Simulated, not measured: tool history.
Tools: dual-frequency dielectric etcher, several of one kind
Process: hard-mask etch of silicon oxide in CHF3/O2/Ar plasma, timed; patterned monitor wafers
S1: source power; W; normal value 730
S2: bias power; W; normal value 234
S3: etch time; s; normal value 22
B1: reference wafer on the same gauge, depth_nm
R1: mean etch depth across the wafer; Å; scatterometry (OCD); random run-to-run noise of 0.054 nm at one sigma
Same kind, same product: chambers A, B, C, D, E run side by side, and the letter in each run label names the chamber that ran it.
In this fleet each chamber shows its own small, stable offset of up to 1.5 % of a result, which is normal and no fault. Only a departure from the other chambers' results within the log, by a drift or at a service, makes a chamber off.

| run | day | S1 | S2 | S3 | B1 | R1 |
|---|---|---|---|---|---|---|
| 1B | 0.433 | 730 | 234 | 22 | 55.407 | 519.06 |
| 2C | 0.771 | 730 | 234 | 22 | 55.429 | 514.41 |
| 3E | 1.092 | 730 | 234 | 22 | 55.407 | 514.85 |
| 4A | 1.3 | 730 | 234 | 22 | 55.421 | 512.52 |
|  | 1.646 | chamber D: source power generator calibrated |
| 5D | 1.729 | 730 | 234 | 22 | 55.453 | 509.54 |
|  | 1.975 | chamber B: wet clean of the chamber |
| 6E | 2.012 | 730 | 197 | 19.5 | 55.438 | 429.46 |
|  | 2.325 | chamber C: wet clean of the chamber |
| 7D | 2.433 | 730 | 197 | 19.5 | 55.436 | 426.98 |
| 8C | 2.858 | 730 | 197 | 19.5 | 55.45 | 429.92 |
| 9B | 3.108 | 730 | 197 | 19.5 | 55.453 | 433.52 |
| 10A | 3.517 | 730 | 197 | 19.5 | 55.466 | 426.48 |
| 11B | 3.796 | 730 | 234 | 22 | 55.466 | 520.28 |
| 12E | 4.258 | 730 | 234 | 22 | 55.461 | 514.86 |
| 13D | 4.554 | 730 | 234 | 22 | 55.468 | 510.19 |
| 14C | 4.983 | 730 | 234 | 22 | 55.492 | 514.57 |
| 15A | 5.204 | 730 | 234 | 18 | 55.508 | 418.64 |
| 16D | 5.625 | 730 | 234 | 18 | 55.508 | 417.93 |
| 17C | 5.983 | 730 | 234 | 18 | 55.507 | 421.65 |
| 18E | 6.304 | 730 | 234 | 18 | 55.498 | 421.37 |
| 19B | 6.704 | 730 | 234 | 18 | 55.535 | 425.53 |
| 20A | 6.917 | 730 | 234 | 22 | 55.513 | 512.05 |
| 21D | 7.2 | 730 | 234 | 22 | 55.531 | 510.84 |
| 22A | 7.517 | 730 | 234 | 22 | 55.527 | 511.99 |
| 23C | 7.838 | 730 | 234 | 22 | 55.533 | 515.9 |
| 24B | 8.05 | 730 | 234 | 22 | 55.539 | 520.13 |
| 25E | 8.417 | 730 | 234 | 22 | 55.556 | 516.07 |
| 26A | 8.638 | 730 | 234 | 22 | 55.542 | 512.79 |
| 27B | 9.033 | 730 | 234 | 22 | 55.554 | 519.9 |
| 28D | 9.421 | 730 | 234 | 22 | 55.556 | 512.5 |
| 29C | 9.638 | 730 | 234 | 22 | 55.566 | 515.54 |
| 30E | 9.958 | 730 | 234 | 26 | 55.578 | 609.89 |
| 31A | 10.4 | 730 | 234 | 26 | 55.572 | 604.95 |
| 32E | 10.704 | 730 | 234 | 26 | 55.602 | 609.79 |
| 33C | 10.917 | 730 | 234 | 26 | 55.599 | 609.91 |
| 34D | 11.262 | 730 | 234 | 26 | 55.596 | 604.66 |
| 35B | 11.5 | 730 | 234 | 22 | 55.601 | 520.95 |
| 36C | 11.842 | 730 | 234 | 22 | 55.614 | 515.19 |
|  | 11.85 | chamber A: wet clean of the chamber |
| 37A | 12.217 | 730 | 234 | 22 | 55.631 | 512.76 |
| 38B | 12.612 | 730 | 234 | 22 | 55.632 | 521.22 |
| 39E | 12.933 | 730 | 234 | 22 | 55.622 | 516.13 |
| 40D | 13.246 | 730 | 234 | 22 | 55.641 | 512.27 |

For the next run the whole fleet of 5 chambers uses the same settings. Give each chamber's results:
| 41A | 13.575 | 730 | 234 | 18.5 |  | ? |
| 41B | 13.575 | 730 | 234 | 18.5 |  | ? |
| 41C | 13.575 | 730 | 234 | 18.5 |  | ? |
| 41D | 13.575 | 730 | 234 | 18.5 |  | ? |
| 41E | 13.575 | 730 | 234 | 18.5 |  | ? |

| run | R1 |
|---|---|
| 41A | 431.07 |
| 41B | 438.49 |
| 41C | 433.69 |
| 41D | 429.94 |
| 41E | 434.02 |
